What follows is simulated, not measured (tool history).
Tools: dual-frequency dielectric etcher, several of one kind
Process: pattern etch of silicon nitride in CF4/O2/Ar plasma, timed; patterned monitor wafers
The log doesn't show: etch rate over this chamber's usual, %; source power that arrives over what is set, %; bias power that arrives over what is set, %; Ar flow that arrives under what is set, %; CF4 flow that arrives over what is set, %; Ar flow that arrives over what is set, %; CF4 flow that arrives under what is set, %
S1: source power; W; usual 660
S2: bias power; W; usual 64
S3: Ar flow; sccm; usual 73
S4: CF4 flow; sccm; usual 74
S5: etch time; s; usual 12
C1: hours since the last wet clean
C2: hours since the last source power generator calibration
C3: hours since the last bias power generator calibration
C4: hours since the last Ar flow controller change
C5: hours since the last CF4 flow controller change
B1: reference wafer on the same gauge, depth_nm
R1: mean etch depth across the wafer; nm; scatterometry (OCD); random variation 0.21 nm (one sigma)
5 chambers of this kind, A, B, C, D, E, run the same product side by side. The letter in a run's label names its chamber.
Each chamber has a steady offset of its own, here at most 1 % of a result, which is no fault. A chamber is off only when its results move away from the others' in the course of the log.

| run | day | S1 | S2 | S3 | S4 | S5 | C1 | C2 | C3 | C4 | C5 | B1 | R1 |
|---|---|---|---|---|---|---|---|---|---|---|---|---|---|
| 1E | 0.112 | 660 | 64 | 73 | 74 | 12 | 413.9 | 1402.3 | 1173.5 | 275.8 | 410.8 | 35.174 | 32.079 |
| 2D | 0.304 | 660 | 64 | 73 | 74 | 12 | 611.3 | 1683.6 | 3413.9 | 1611.3 | 9 | 35.168 | 31.801 |
| 3A | 0.429 | 660 | 64 | 73 | 74 | 12 | 121.7 | 1370.4 | 2418.5 | 1267.5 | 1867.4 | 35.208 | 32.041 |
| 4C | 0.571 | 660 | 64 | 73 | 74 | 12 | 585.6 | 521 | 26.1 | 1379.3 | 2028.6 | 35.217 | 32.054 |
| 5B | 0.771 | 660 | 64 | 73 | 74 | 12 | 464.7 | 1844.8 | 253.1 | 4240.8 | 1654 | 35.205 | 31.546 |
| 6B | 0.933 | 660 | 64 | 73 | 74 | 12 | 468.6 | 1848.7 | 257 | 4244.7 | 1657.9 | 35.193 | 31.258 |
| 7C | 1.138 | 660 | 64 | 73 | 74 | 12 | 599.2 | 534.6 | 39.7 | 1392.9 | 2042.2 | 35.225 | 32.2 |
| 8A | 1.325 | 660 | 64 | 73 | 74 | 12 | 143.2 | 1391.9 | 2440 | 1289 | 1888.9 | 35.207 | 32.499 |
| 9D | 1.525 | 660 | 64 | 73 | 74 | 12 | 640.6 | 1712.9 | 3443.2 | 1640.6 | 38.3 | 35.181 | 32.215 |
| 10E | 1.738 | 660 | 64 | 73 | 74 | 12 | 452.9 | 1441.3 | 1212.5 | 314.8 | 449.8 | 35.135 | 31.83 |
| 11E | 1.971 | 660 | 64 | 73 | 61 | 15 | 458.5 | 1446.9 | 1218.1 | 320.4 | 455.4 | 35.164 | 38.579 |
| 12A | 2.196 | 660 | 64 | 73 | 61 | 15 | 164.1 | 1412.8 | 2460.9 | 1309.9 | 1909.8 | 35.215 | 39.152 |
| 13B | 2.396 | 660 | 64 | 73 | 61 | 15 | 503.7 | 1883.8 | 292.1 | 4279.8 | 1693 | 35.221 | 38.566 |
| 14C | 2.525 | 660 | 64 | 73 | 61 | 15 | 632.5 | 567.9 | 73 | 1426.2 | 2075.5 | 35.191 | 38.689 |
|  | 2.542 | chamber B: wet clean of the chamber |
|  | 2.675 | chamber A: CF4 flow controller replaced |
| 15D | 2.767 | 660 | 64 | 73 | 61 | 15 | 670.4 | 1742.7 | 3473 | 1670.4 | 68.1 | 35.246 | 39.229 |
| 16D | 2.946 | 660 | 64 | 73 | 74 | 12 | 674.7 | 1747 | 3477.3 | 1674.7 | 72.4 | 35.216 | 32.198 |
|  | 3.075 | chamber E: wet clean of the chamber |
| 17C | 3.183 | 660 | 64 | 73 | 74 | 12 | 648.3 | 583.7 | 88.8 | 1442 | 2091.3 | 35.262 | 31.84 |
|  | 3.408 | chamber D: wet clean of the chamber |
| 18E | 3.417 | 660 | 64 | 73 | 74 | 12 | 8.3 | 1481.6 | 1252.8 | 355.1 | 490.1 | 35.178 | 31.463 |
| 19A | 3.571 | 660 | 64 | 73 | 74 | 12 | 197.1 | 1445.8 | 2493.9 | 1342.9 | 21.5 | 35.233 | 31.917 |
| 20B | 3.775 | 660 | 64 | 73 | 74 | 12 | 29.6 | 1916.9 | 325.2 | 4312.9 | 1726.1 | 35.227 | 31.621 |
| 21B | 4.008 | 660 | 64 | 73 | 74 | 12 | 35.2 | 1922.5 | 330.8 | 4318.5 | 1731.7 | 35.231 | 31.293 |
| 22A | 4.158 | 660 | 64 | 73 | 74 | 12 | 211.2 | 1459.9 | 2508 | 1357 | 35.6 | 35.167 | 32.192 |
| 23D | 4.325 | 660 | 64 | 73 | 74 | 12 | 22.1 | 1780.1 | 3510.4 | 1707.8 | 105.5 | 35.209 | 32.289 |
| 24C | 4.521 | 660 | 54 | 73 | 74 | 13 | 680.4 | 615.8 | 120.9 | 1474.1 | 2123.4 | 35.236 | 32.701 |
| 25E | 4.704 | 660 | 54 | 73 | 74 | 13 | 39.2 | 1512.5 | 1283.7 | 386 | 521 | 35.179 | 32.473 |
|  | 4.95 | chamber C: wet clean of the chamber |
| 26D | 4.954 | 660 | 54 | 73 | 74 | 13 | 37.2 | 1795.2 | 3525.5 | 1722.9 | 120.6 | 35.24 | 32.523 |
| 27C | 5.15 | 660 | 54 | 73 | 74 | 13 | 4.8 | 630.9 | 136 | 1489.2 | 2138.5 | 35.124 | 32.843 |
| 28B | 5.346 | 660 | 54 | 73 | 74 | 13 | 67.3 | 1954.6 | 362.9 | 4350.6 | 1763.8 | 35.229 | 32.476 |
| 29A | 5.492 | 660 | 64 | 73 | 74 | 12 | 243.2 | 1491.9 | 2540 | 1389 | 67.6 | 35.13 | 31.663 |
| 30E | 5.646 | 660 | 64 | 73 | 74 | 12 | 61.8 | 1535.1 | 1306.3 | 408.6 | 543.6 | 35.185 | 32.204 |
| 31B | 5.821 | 660 | 64 | 73 | 74 | 12 | 78.7 | 1966 | 374.3 | 4362 | 1775.2 | 35.189 | 31.844 |
| 32A | 6.025 | 530 | 70 | 73 | 74 | 12 | 256 | 1504.7 | 2552.8 | 1401.8 | 80.4 | 35.201 | 27.397 |
| 33E | 6.204 | 530 | 70 | 73 | 74 | 12 | 75.2 | 1548.5 | 1319.7 | 422 | 557 | 35.2 | 27.067 |
| 34D | 6.342 | 530 | 70 | 73 | 74 | 12 | 70.5 | 1828.5 | 3558.8 | 1756.2 | 153.9 | 35.273 | 27.297 |
| 35C | 6.471 | 530 | 70 | 73 | 74 | 12 | 36.5 | 662.6 | 167.7 | 1520.9 | 2170.2 | 35.181 | 27.177 |

All 5 chambers run these settings next. Forecast each chamber's results:
| 36A | 6.65 | 660 | 64 | 73 | 74 | 14.5 |  |  |  |  |  |  | ? |
| 36B | 6.65 | 660 | 64 | 73 | 74 | 14.5 |  |  |  |  |  |  | ? |
| 36C | 6.65 | 660 | 64 | 73 | 74 | 14.5 |  |  |  |  |  |  | ? |
| 36D | 6.65 | 660 | 64 | 73 | 74 | 14.5 |  |  |  |  |  |  | ? |
| 36E | 6.65 | 660 | 64 | 73 | 74 | 14.5 |  |  |  |  |  |  | ? |

| run | R1 |
|---|---|
| 36A | 38.582 |
| 36B | 37.855 |
| 36C | 38.703 |
| 36D | 38.8 |
| 36E | 38.256 |
